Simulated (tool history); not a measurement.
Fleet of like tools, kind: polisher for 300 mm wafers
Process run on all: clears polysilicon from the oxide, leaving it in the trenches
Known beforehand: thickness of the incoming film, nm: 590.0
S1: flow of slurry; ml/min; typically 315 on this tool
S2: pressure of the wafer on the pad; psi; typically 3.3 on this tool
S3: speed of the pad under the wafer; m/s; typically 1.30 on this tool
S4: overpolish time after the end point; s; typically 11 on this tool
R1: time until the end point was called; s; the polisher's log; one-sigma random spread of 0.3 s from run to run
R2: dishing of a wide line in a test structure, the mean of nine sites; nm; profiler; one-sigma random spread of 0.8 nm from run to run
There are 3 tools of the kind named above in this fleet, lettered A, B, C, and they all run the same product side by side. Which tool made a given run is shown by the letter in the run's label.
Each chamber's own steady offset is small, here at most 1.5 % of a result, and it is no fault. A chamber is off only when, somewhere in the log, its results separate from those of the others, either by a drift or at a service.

-- hour=1.2 chamber C: head pressure recalibrated
run 1A hour=15.0 | S1=315 S2=3.3 S3=1.30 S4=11 | R1=29.987 R2=67.246
run 2C hour=22.9 | S1=315 S2=3.3 S3=1.30 S4=11 | R1=30.241 R2=67.245
-- hour=28.2 chamber C: worn pad replaced by a new one
run 3B hour=30.7 | S1=315 S2=3.3 S3=1.30 S4=11 | R1=30.547 R2=67.539
run 4C hour=43.5 | S1=315 S2=3.3 S3=1.30 S4=11 | R1=30.419 R2=68.192
run 5A hour=53.9 | S1=315 S2=3.3 S3=1.30 S4=11 | R1=30.250 R2=68.310
run 6B hour=68.2 | S1=315 S2=3.3 S3=1.66 S4=15 | R1=24.103 R2=72.340
-- hour=72.5 chamber A: worn pad replaced by a new one
run 7C hour=80.5 | S1=315 S2=3.3 S3=1.66 S4=15 | R1=23.466 R2=71.290
run 8A hour=91.1 | S1=315 S2=3.3 S3=1.66 S4=15 | R1=23.646 R2=70.585
run 9B hour=103.6 | S1=315 S2=3.3 S3=1.30 S4=11 | R1=31.054 R2=68.148
-- hour=116.3 chamber C: worn pad replaced by a new one
run 10C hour=118.8 | S1=315 S2=3.3 S3=1.30 S4=11 | R1=30.205 R2=70.041
run 11B hour=126.5 | S1=315 S2=3.3 S3=1.30 S4=11 | R1=30.895 R2=68.183
run 12A hour=136.3 | S1=315 S2=3.3 S3=1.30 S4=11 | R1=30.392 R2=67.358
run 13A hour=147.2 | S1=315 S2=3.3 S3=1.30 S4=11 | R1=29.317 R2=66.761
-- hour=151.4 chamber A: worn pad replaced by a new one
run 14B hour=160.4 | S1=315 S2=3.3 S3=1.30 S4=11 | R1=30.843 R2=67.966
run 15C hour=174.3 | S1=315 S2=3.3 S3=1.30 S4=11 | R1=30.240 R2=68.069
run 16B hour=186.0 | S1=210 S2=4.4 S3=1.30 S4=11 | R1=24.066 R2=69.949
run 17C hour=193.5 | S1=210 S2=4.4 S3=1.30 S4=11 | R1=23.787 R2=69.992
-- hour=201.2 chamber C: worn pad replaced by a new one
run 18A hour=208.5 | S1=210 S2=4.4 S3=1.30 S4=11 | R1=23.281 R2=69.329
run 19A hour=216.6 | S1=315 S2=3.3 S3=1.30 S4=11 | R1=29.953 R2=67.427
-- hour=220.0 chamber A: worn pad replaced by a new one
run 20B hour=224.4 | S1=315 S2=3.3 S3=1.30 S4=11 | R1=31.458 R2=67.585
run 21C hour=237.6 | S1=315 S2=3.3 S3=1.30 S4=11 | R1=29.889 R2=67.350
run 22B hour=252.6 | S1=315 S2=3.3 S3=1.30 S4=11 | R1=32.367 R2=66.407
run 23C hour=260.5 | S1=255 S2=3.3 S3=1.56 S4=11 | R1=25.671 R2=69.987
run 24A hour=269.9 | S1=255 S2=3.3 S3=1.56 S4=11 | R1=25.812 R2=69.897
run 25A hour=281.9 | S1=255 S2=3.3 S3=1.56 S4=11 | R1=25.688 R2=68.731
-- hour=282.5 chamber A: slurry nozzle cleaned
run 26B hour=290.3 | S1=315 S2=3.3 S3=1.30 S4=11 | R1=31.657 R2=67.713
-- hour=295.4 chamber A: worn pad replaced by a new one
-- hour=299.7 chamber C: worn pad replaced by a new one
run 27C hour=301.9 | S1=315 S2=3.3 S3=1.30 S4=11 | R1=30.536 R2=68.402
run 28A hour=311.7 | S1=315 S2=3.3 S3=1.30 S4=11 | R1=29.880 R2=67.908
run 29C hour=322.1 | S1=315 S2=3.3 S3=1.30 S4=11 | R1=29.610 R2=68.681
run 30B hour=331.6 | S1=315 S2=3.3 S3=1.30 S4=11 | R1=32.818 R2=67.115
run 31B hour=343.0 | S1=315 S2=3.3 S3=1.30 S4=11 | R1=32.743 R2=67.524
run 32C hour=352.7 | S1=315 S2=3.3 S3=1.30 S4=11 | R1=30.116 R2=67.997
run 33A hour=366.6 | S1=315 S2=3.3 S3=1.30 S4=11 | R1=30.023 R2=67.750

Predict what each chamber gives when all 3 of them run the settings below next.
run 34A hour=377.8 | S1=315 S2=3.3 S3=1.30 S4=11 | R1=? R2=?
run 34B hour=377.8 | S1=315 S2=3.3 S3=1.30 S4=11 | R1=? R2=?
run 34C hour=377.8 | S1=315 S2=3.3 S3=1.30 S4=11 | R1=? R2=?

run=34A R1=30.025 R2=69.571
run=34B R1=32.881 R2=67.988
run=34C R1=30.250 R2=67.721

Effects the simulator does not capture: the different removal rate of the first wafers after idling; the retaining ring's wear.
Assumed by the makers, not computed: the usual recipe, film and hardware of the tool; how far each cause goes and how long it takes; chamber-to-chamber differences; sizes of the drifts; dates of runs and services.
